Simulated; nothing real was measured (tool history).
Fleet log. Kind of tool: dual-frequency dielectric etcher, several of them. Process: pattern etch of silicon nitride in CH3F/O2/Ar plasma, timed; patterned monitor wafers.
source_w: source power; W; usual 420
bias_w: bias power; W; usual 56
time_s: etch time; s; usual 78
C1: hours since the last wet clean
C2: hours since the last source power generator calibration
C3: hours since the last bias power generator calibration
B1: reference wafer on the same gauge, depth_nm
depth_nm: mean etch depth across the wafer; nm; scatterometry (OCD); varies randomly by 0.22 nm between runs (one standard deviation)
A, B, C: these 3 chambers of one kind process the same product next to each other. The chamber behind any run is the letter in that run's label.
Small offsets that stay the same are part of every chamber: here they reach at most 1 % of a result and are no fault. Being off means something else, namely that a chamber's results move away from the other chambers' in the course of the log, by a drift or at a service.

run 1C hour=6.9 | source_w=420 bias_w=56 time_s=78 | C1=286.7 C2=2454.4 C3=954.8 | B1=47.953 | depth_nm=51.469
run 2A hour=13.4 | source_w=420 bias_w=56 time_s=78 | C1=234.2 C2=903.5 C3=2268.8 | B1=48.001 | depth_nm=51.064
run 3B hour=18.5 | source_w=420 bias_w=56 time_s=78 | C1=390.2 C2=459.2 C3=3188.8 | B1=47.984 | depth_nm=51.199
run 4B hour=26.2 | source_w=420 bias_w=56 time_s=78 | C1=397.9 C2=466.9 C3=3196.5 | B1=47.986 | depth_nm=51.702
-- hour=29.7 chamber C: wet clean of the chamber
run 5C hour=31.2 | source_w=420 bias_w=56 time_s=78 | C1=1.6 C2=2478.7 C3=979.1 | B1=48.036 | depth_nm=51.313
run 6A hour=37.5 | source_w=420 bias_w=56 time_s=78 | C1=258.3 C2=927.6 C3=2292.9 | B1=48.037 | depth_nm=50.975
run 7A hour=43 | source_w=420 bias_w=56 time_s=78 | C1=263.8 C2=933.1 C3=2298.4 | B1=47.974 | depth_nm=51.251
run 8C hour=47.3 | source_w=510 bias_w=56 time_s=69.5 | C1=17.7 C2=2494.8 C3=995.2 | B1=47.999 | depth_nm=49.356
run 9B hour=51.2 | source_w=510 bias_w=56 time_s=69.5 | C1=422.9 C2=491.9 C3=3221.5 | B1=47.996 | depth_nm=49.677
run 10B hour=58.6 | source_w=510 bias_w=56 time_s=69.5 | C1=430.3 C2=499.3 C3=3228.9 | B1=48.028 | depth_nm=49.57
run 11A hour=66.3 | source_w=420 bias_w=56 time_s=78 | C1=287.1 C2=956.4 C3=2321.7 | B1=48.005 | depth_nm=50.696
run 12C hour=73.2 | source_w=420 bias_w=56 time_s=78 | C1=43.6 C2=2520.7 C3=1021.1 | B1=47.951 | depth_nm=51.439
run 13B hour=80.5 | source_w=420 bias_w=56 time_s=78 | C1=452.2 C2=521.2 C3=3250.8 | B1=47.993 | depth_nm=51.358
run 14C hour=87.1 | source_w=420 bias_w=56 time_s=78 | C1=57.5 C2=2534.6 C3=1035 | B1=47.981 | depth_nm=51.202
run 15A hour=93.4 | source_w=420 bias_w=56 time_s=78 | C1=314.2 C2=983.5 C3=2348.8 | B1=48.017 | depth_nm=51.49
run 16B hour=97.7 | source_w=420 bias_w=56 time_s=78 | C1=469.4 C2=538.4 C3=3268 | B1=47.97 | depth_nm=51.287
run 17C hour=103.2 | source_w=420 bias_w=56 time_s=78 | C1=73.6 C2=2550.7 C3=1051.1 | B1=48.061 | depth_nm=51.257
run 18A hour=110.3 | source_w=420 bias_w=56 time_s=64.5 | C1=331.1 C2=1000.4 C3=2365.7 | B1=47.998 | depth_nm=42.413
-- hour=112.1 chamber A: wet clean of the chamber
run 19C hour=116 | source_w=420 bias_w=56 time_s=64.5 | C1=86.4 C2=2563.5 C3=1063.9 | B1=48.015 | depth_nm=42.452
-- hour=116.5 chamber B: wet clean of the chamber
run 20B hour=119.5 | source_w=420 bias_w=56 time_s=64.5 | C1=3 C2=560.2 C3=3289.8 | B1=47.963 | depth_nm=44.145
run 21A hour=123.6 | source_w=420 bias_w=49 time_s=78 | C1=11.6 C2=1013.7 C3=2379 | B1=48.06 | depth_nm=48.904
run 22A hour=127.2 | source_w=420 bias_w=49 time_s=78 | C1=15.2 C2=1017.3 C3=2382.6 | B1=48 | depth_nm=49.141
run 23B hour=130.6 | source_w=420 bias_w=49 time_s=78 | C1=14.1 C2=571.3 C3=3300.9 | B1=48.052 | depth_nm=51.007
run 24C hour=138.2 | source_w=420 bias_w=56 time_s=78 | C1=108.6 C2=2585.7 C3=1086.1 | B1=47.991 | depth_nm=51.537
run 25B hour=143.8 | source_w=420 bias_w=56 time_s=78 | C1=27.3 C2=584.5 C3=3314.1 | B1=47.938 | depth_nm=53.267
run 26C hour=149.2 | source_w=420 bias_w=56 time_s=78 | C1=119.6 C2=2596.7 C3=1097.1 | B1=48.011 | depth_nm=51.155
run 27A hour=156.9 | source_w=340 bias_w=56 time_s=78 | C1=44.9 C2=1047 C3=2412.3 | B1=47.981 | depth_nm=47.105
run 28C hour=161.2 | source_w=340 bias_w=56 time_s=78 | C1=131.6 C2=2608.7 C3=1109.1 | B1=47.97 | depth_nm=47.454
run 29A hour=168.3 | source_w=340 bias_w=56 time_s=78 | C1=56.3 C2=1058.4 C3=2423.7 | B1=48.033 | depth_nm=47.327
run 30B hour=174.7 | source_w=420 bias_w=56 time_s=78 | C1=58.2 C2=615.4 C3=3345 | B1=48.043 | depth_nm=53.442
run 31C hour=182.1 | source_w=420 bias_w=56 time_s=78 | C1=152.5 C2=2629.6 C3=1130 | B1=47.997 | depth_nm=51.813
run 32B hour=189.6 | source_w=420 bias_w=56 time_s=78 | C1=73.1 C2=630.3 C3=3359.9 | B1=47.966 | depth_nm=53.276
run 33A hour=195.7 | source_w=420 bias_w=56 time_s=78 | C1=83.7 C2=1085.8 C3=2451.1 | B1=48.028 | depth_nm=51.5
run 34C hour=202.5 | source_w=420 bias_w=56 time_s=78 | C1=172.9 C2=2650 C3=1150.4 | B1=48.049 | depth_nm=51.358
run 35B hour=208.1 | source_w=420 bias_w=56 time_s=78 | C1=91.6 C2=648.8 C3=3378.4 | B1=47.99 | depth_nm=53.773
run 36A hour=215.8 | source_w=510 bias_w=66 time_s=78 | C1=103.8 C2=1105.9 C3=2471.2 | B1=47.918 | depth_nm=57.979
run 37C hour=222.4 | source_w=510 bias_w=66 time_s=78 | C1=192.8 C2=2669.9 C3=1170.3 | B1=48.005 | depth_nm=58.578
run 38A hour=226.6 | source_w=510 bias_w=66 time_s=78 | C1=114.6 C2=1116.7 C3=2482 | B1=47.976 | depth_nm=58.154
run 39B hour=233.1 | source_w=420 bias_w=56 time_s=78 | C1=116.6 C2=673.8 C3=3403.4 | B1=48.005 | depth_nm=53.168
run 40B hour=240.4 | source_w=420 bias_w=56 time_s=78 | C1=123.9 C2=681.1 C3=3410.7 | B1=48.006 | depth_nm=53.383

Decide between three cases: one chamber stands off from its peers, the gauge reading all wafers drifts, or nothing is wrong past each chamber's small offset. Where a chamber is off, say which and what most likely put it there.

Chamber B came out of a service off from its peers and stayed that way.
Most likely cause: etch rate over this chamber's usual, % = 3.73.

Chamber B could run next with any of the 4 candidate recipes listed below; each alters the usual settings, and their results appear as question marks. Which one brings its results back in line with what the other chambers deliver on the usual settings?
In-line tolerance around the mean of the other chambers on the usual settings: depth_nm 0.77 nm
run 41B-1 hour=245.9 | source_w=460 bias_w=56 time_s=78 | depth_nm=?
run 41B-2 hour=245.9 | source_w=420 bias_w=56 time_s=77 | depth_nm=?
run 41B-3 hour=245.9 | source_w=420 bias_w=56 time_s=75 | depth_nm=?
run 41B-4 hour=245.9 | source_w=420 bias_w=56 time_s=79 | depth_nm=?

The mean the other chambers reach with the usual settings: depth_nm 51.342 nm
run=41B-1 depth_nm=55.274
run=41B-2 depth_nm=52.651
run=41B-3 depth_nm=51.283
run=41B-4 depth_nm=54.019
The right change is 41B-3: it brings the chamber back within the allowed miss of the others.
